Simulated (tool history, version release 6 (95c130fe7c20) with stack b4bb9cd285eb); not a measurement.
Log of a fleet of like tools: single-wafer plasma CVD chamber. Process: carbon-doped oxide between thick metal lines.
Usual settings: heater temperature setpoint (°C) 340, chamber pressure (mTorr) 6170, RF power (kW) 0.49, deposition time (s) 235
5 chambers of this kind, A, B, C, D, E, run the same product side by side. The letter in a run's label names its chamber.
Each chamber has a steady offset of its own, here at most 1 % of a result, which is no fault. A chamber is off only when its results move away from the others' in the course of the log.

run,hour,heater temperature setpoint (°C),chamber pressure (mTorr),RF power (kW),deposition time (s),hours since the last thermocouple change,hours since the last RF generator calibration,hours since the last manometer calibration,"read-back reference wafer on the same gauge, thickness_nm",mean film thickness on the monitor wafer (nm)
1C,10.5,340,6170,0.49,235,537.7,1170.4,2225.7,990.16,1234.8
2D,20.5,340,6170,0.49,235,92,306.2,1460.4,990,1232.6
3A,26.3,340,6170,0.49,235,390.9,1219,1266.8,990.53,1232.5
4B,34.6,340,6170,0.49,235,1270.3,2149.7,376,990.92,1238.3
5E,41.6,340,6170,0.49,235,645.1,322.2,74,991.28,1235.5
6E,49.1,340,6170,0.49,235,652.6,329.7,81.5,991.3,1234
7C,58.6,340,6170,0.49,235,585.8,1218.5,2273.8,991.36,1239.2
8B,64.5,340,6170,0.49,235,1300.2,2179.6,405.9,991.24,1239.2
9A,75.8,340,6170,0.49,235,440.4,1268.5,1316.3,991.41,1234.5
10D,82,350,6170,0.49,235,153.5,367.7,1521.9,991.74,1201.5
11E,89.3,350,6170,0.49,235,692.8,369.9,121.7,991.97,1203.2
12C,98.6,350,6170,0.49,235,625.8,1258.5,2313.8,992.04,1205.8
13B,103.6,350,6170,0.49,235,1339.3,2218.7,445,992.26,1209.1
14A,114.7,350,6170,0.49,235,479.3,1307.4,1355.2,992.52,1200.2
15D,124.4,340,6170,0.49,235,195.9,410.1,1564.3,992.46,1233.5
16C,135.2,340,6170,0.49,235,662.4,1295.1,2350.4,992.64,1235.4
17A,144.7,340,6170,0.49,235,509.3,1337.4,1385.2,992.96,1233.5
18D,155.7,340,6170,0.49,235,227.2,441.4,1595.6,993.14,1236
19B,163.9,340,6170,0.49,235,1399.6,2279,505.3,993.46,1243.9
20E,172.7,340,6170,0.49,235,776.2,453.3,205.1,993.75,1237
# hour 181: chamber D: capacitance manometer re-zeroed and calibrated
21C,183.7,340,6170,0.49,235,710.9,1343.6,2398.9,993.91,1238.5
22E,191.9,340,6170,0.49,235,795.4,472.5,224.3,993.69,1242.1
23A,202.8,340,6170,0.49,235,567.4,1395.5,1443.3,993.93,1239.8
24D,212.3,340,6170,0.49,235,283.8,498,31.4,994.44,1235
# hour 213.9: chamber A: capacitance manometer re-zeroed and calibrated
25B,221,340,6170,0.49,235,1456.7,2336.1,562.4,994.34,1241.6
26A,231.6,340,6170,0.49,235,596.2,1424.3,17.7,994.82,1237
27C,243,340,6170,0.49,235,770.2,1402.9,2458.2,995.03,1242.1
28B,254.1,340,6170,0.49,235,1489.8,2369.2,595.5,995.25,1246.2
29D,263.5,340,6170,0.49,235,335,549.2,82.6,995.11,1238.9
30E,270.5,340,6170,0.49,235,874,551.1,302.9,995.18,1241.7
31D,279.3,340,6170,0.49,235,350.8,565,98.4,995.62,1238.6
32C,288.6,340,6170,0.45,249,815.8,1448.5,2503.8,995.4,1247.3
33A,299.5,340,6170,0.45,249,664.1,1492.2,85.6,995.85,1244.9
34E,308.5,340,6170,0.45,249,912,589.1,340.9,996.34,1244

All 5 chambers run these settings next. Forecast each chamber's results:
35A,316.6,340,6170,0.49,201,,,,,?
35B,316.6,340,6170,0.49,201,,,,,?
35C,316.6,340,6170,0.49,201,,,,,?
35D,316.6,340,6170,0.49,201,,,,,?
35E,316.6,340,6170,0.49,201,,,,,?

run,mean film thickness on the monitor wafer (nm)
35A,1063.8
35B,1064.7
35C,1060.4
35D,1061.5
35E,1061.9
